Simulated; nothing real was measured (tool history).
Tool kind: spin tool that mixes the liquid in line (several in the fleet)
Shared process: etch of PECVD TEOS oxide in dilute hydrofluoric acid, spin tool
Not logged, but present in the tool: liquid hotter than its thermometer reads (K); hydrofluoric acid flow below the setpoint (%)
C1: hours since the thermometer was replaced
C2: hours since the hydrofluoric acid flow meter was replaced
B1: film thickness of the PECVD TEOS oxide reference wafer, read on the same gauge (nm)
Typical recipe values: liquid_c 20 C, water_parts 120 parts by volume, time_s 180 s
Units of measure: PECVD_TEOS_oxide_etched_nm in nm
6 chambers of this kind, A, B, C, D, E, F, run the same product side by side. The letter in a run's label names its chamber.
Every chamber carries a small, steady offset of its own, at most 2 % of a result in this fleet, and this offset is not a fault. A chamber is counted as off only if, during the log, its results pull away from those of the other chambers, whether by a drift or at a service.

Run 1C, hour 7.2: usual settings; C1 985.1; C2 1980.3; B1 29.991. Result: PECVD_TEOS_oxide_etched_nm 10.597 nm.
Run 2E, hour 15.4: usual settings; C1 1096.6; C2 509.9; B1 29.98. Result: PECVD_TEOS_oxide_etched_nm 10.591 nm.
Run 3F, hour 29.7: usual settings; C1 47.9; C2 985.7; B1 30.024. Result: PECVD_TEOS_oxide_etched_nm 10.675 nm.
Run 4A, hour 46.2: usual settings; C1 2464.7; C2 1727.9; B1 30.015. Result: PECVD_TEOS_oxide_etched_nm 10.818 nm.
Run 5B, hour 55.3: usual settings but liquid_c 17 C; C1 1993; C2 1284.2; B1 30.009. Result: PECVD_TEOS_oxide_etched_nm 9.1846 nm.
At hour 66.1: chamber E: hydrofluoric acid flow meter replaced.
Run 6D, hour 66.7: usual settings but liquid_c 17 C; C1 561.6; C2 98.1; B1 29.99. Result: PECVD_TEOS_oxide_etched_nm 9.6172 nm.
Run 7B, hour 80: usual settings but liquid_c 17 C; C1 2017.7; C2 1308.9; B1 30.003. Result: PECVD_TEOS_oxide_etched_nm 9.3635 nm.
Run 8C, hour 88.2: usual settings but liquid_c 17 C; C1 1066.1; C2 2061.3; B1 30.012. Result: PECVD_TEOS_oxide_etched_nm 9.4817 nm.
Run 9E, hour 99.6: usual settings but liquid_c 17 C; C1 1180.8; C2 33.6; B1 30.009. Result: PECVD_TEOS_oxide_etched_nm 9.4408 nm.
Run 10F, hour 115.7: usual settings but liquid_c 17 C; C1 133.9; C2 1071.7; B1 30.014. Result: PECVD_TEOS_oxide_etched_nm 9.4168 nm.
Run 11D, hour 131.9: usual settings; C1 626.8; C2 163.3; B1 30.016. Result: PECVD_TEOS_oxide_etched_nm 10.733 nm.
Run 12A, hour 145.4: usual settings; C1 2563.9; C2 1827.1; B1 30.011. Result: PECVD_TEOS_oxide_etched_nm 10.814 nm.
Run 13F, hour 155.6: usual settings; C1 173.8; C2 1111.6; B1 30.016. Result: PECVD_TEOS_oxide_etched_nm 10.567 nm.
At hour 163.9: chamber A: hydrofluoric acid flow meter replaced.
Run 14A, hour 169.3: usual settings; C1 2587.8; C2 5.5; B1 30.023. Result: PECVD_TEOS_oxide_etched_nm 10.658 nm.
Run 15C, hour 178.6: usual settings; C1 1156.5; C2 2151.7; B1 29.984. Result: PECVD_TEOS_oxide_etched_nm 10.692 nm.
Run 16E, hour 191.8: usual settings; C1 1273; C2 125.8; B1 30.022. Result: PECVD_TEOS_oxide_etched_nm 10.822 nm.
Run 17D, hour 206.6: usual settings; C1 701.5; C2 238; B1 30.023. Result: PECVD_TEOS_oxide_etched_nm 10.559 nm.
At hour 218.4: chamber C: thermometer replaced.
Run 18B, hour 221.1: usual settings; C1 2158.8; C2 1450; B1 29.975. Result: PECVD_TEOS_oxide_etched_nm 10.441 nm.
Run 19E, hour 235.5: usual settings; C1 1316.7; C2 169.5; B1 29.999. Result: PECVD_TEOS_oxide_etched_nm 10.628 nm.
Run 20C, hour 245.5: usual settings; C1 27.2; C2 2218.6; B1 29.992. Result: PECVD_TEOS_oxide_etched_nm 10.614 nm.
Run 21B, hour 254.6: usual settings; C1 2192.3; C2 1483.5; B1 29.978. Result: PECVD_TEOS_oxide_etched_nm 10.438 nm.
At hour 263.7: chamber C: hydrofluoric acid flow meter replaced.
Run 22D, hour 264.8: usual settings; C1 759.7; C2 296.2; B1 30. Result: PECVD_TEOS_oxide_etched_nm 10.711 nm.
Run 23A, hour 280.5: usual settings; C1 2699; C2 116.7; B1 30.025. Result: PECVD_TEOS_oxide_etched_nm 10.873 nm.
At hour 287.4: chamber A: thermometer replaced.
Run 24F, hour 291.5: usual settings; C1 309.7; C2 1247.5; B1 30.035. Result: PECVD_TEOS_oxide_etched_nm 10.452 nm.
Run 25B, hour 306.5: usual settings; C1 2244.2; C2 1535.4; B1 29.997. Result: PECVD_TEOS_oxide_etched_nm 10.414 nm.
Run 26C, hour 320.7: usual settings; C1 102.4; C2 57; B1 30.025. Result: PECVD_TEOS_oxide_etched_nm 10.621 nm.
Run 27D, hour 331.8: usual settings; C1 826.7; C2 363.2; B1 30.014. Result: PECVD_TEOS_oxide_etched_nm 10.606 nm.
Run 28F, hour 343.1: usual settings; C1 361.3; C2 1299.1; B1 30.009. Result: PECVD_TEOS_oxide_etched_nm 10.293 nm.
Run 29E, hour 358.5: usual settings; C1 1439.7; C2 292.5; B1 30.01. Result: PECVD_TEOS_oxide_etched_nm 10.626 nm.
Run 30A, hour 370: usual settings; C1 82.6; C2 206.2; B1 29.997. Result: PECVD_TEOS_oxide_etched_nm 10.739 nm.
Run 31C, hour 384.2: usual settings but time_s 90 s; C1 165.9; C2 120.5; B1 30.011. Result: PECVD_TEOS_oxide_etched_nm 5.3488 nm.
Run 32F, hour 400.5: usual settings but time_s 90 s; C1 418.7; C2 1356.5; B1 29.998. Result: PECVD_TEOS_oxide_etched_nm 5.0788 nm.
Run 33B, hour 410: usual settings but time_s 90 s; C1 2347.7; C2 1638.9; B1 29.978. Result: PECVD_TEOS_oxide_etched_nm 5.221 nm.
At hour 423.1: chamber B: hydrofluoric acid flow meter replaced.
Run 34D, hour 424.9: usual settings but time_s 90 s; C1 919.8; C2 456.3; B1 30.003. Result: PECVD_TEOS_oxide_etched_nm 5.353 nm.
Run 35A, hour 436.1: usual settings but time_s 90 s; C1 148.7; C2 272.3; B1 29.986. Result: PECVD_TEOS_oxide_etched_nm 5.3925 nm.
Run 36E, hour 450.8: usual settings but time_s 90 s; C1 1532; C2 384.8; B1 29.99. Result: PECVD_TEOS_oxide_etched_nm 5.3886 nm.
Run 37D, hour 458.3: usual settings; C1 953.2; C2 489.7; B1 29.99. Result: PECVD_TEOS_oxide_etched_nm 10.867 nm.
Run 38B, hour 466.1: usual settings; C1 2403.8; C2 43.1; B1 30.027. Result: PECVD_TEOS_oxide_etched_nm 10.387 nm.
Run 39E, hour 482.4: usual settings; C1 1563.6; C2 416.4; B1 30.041. Result: PECVD_TEOS_oxide_etched_nm 10.703 nm.

Each of the 6 chambers runs these same settings next. Fill in every chamber's results:
Run 40A, hour 494.2: usual settings. Result: PECVD_TEOS_oxide_etched_nm ?.
Run 40B, hour 494.2: usual settings. Result: PECVD_TEOS_oxide_etched_nm ?.
Run 40C, hour 494.2: usual settings. Result: PECVD_TEOS_oxide_etched_nm ?.
Run 40D, hour 494.2: usual settings. Result: PECVD_TEOS_oxide_etched_nm ?.
Run 40E, hour 494.2: usual settings. Result: PECVD_TEOS_oxide_etched_nm ?.
Run 40F, hour 494.2: usual settings. Result: PECVD_TEOS_oxide_etched_nm ?.

run  PECVD_TEOS_oxide_etched_nm
40A                      10.683
40B                      10.454
40C                      10.604
40D                      10.682
40E                      10.748
40F                      10.166
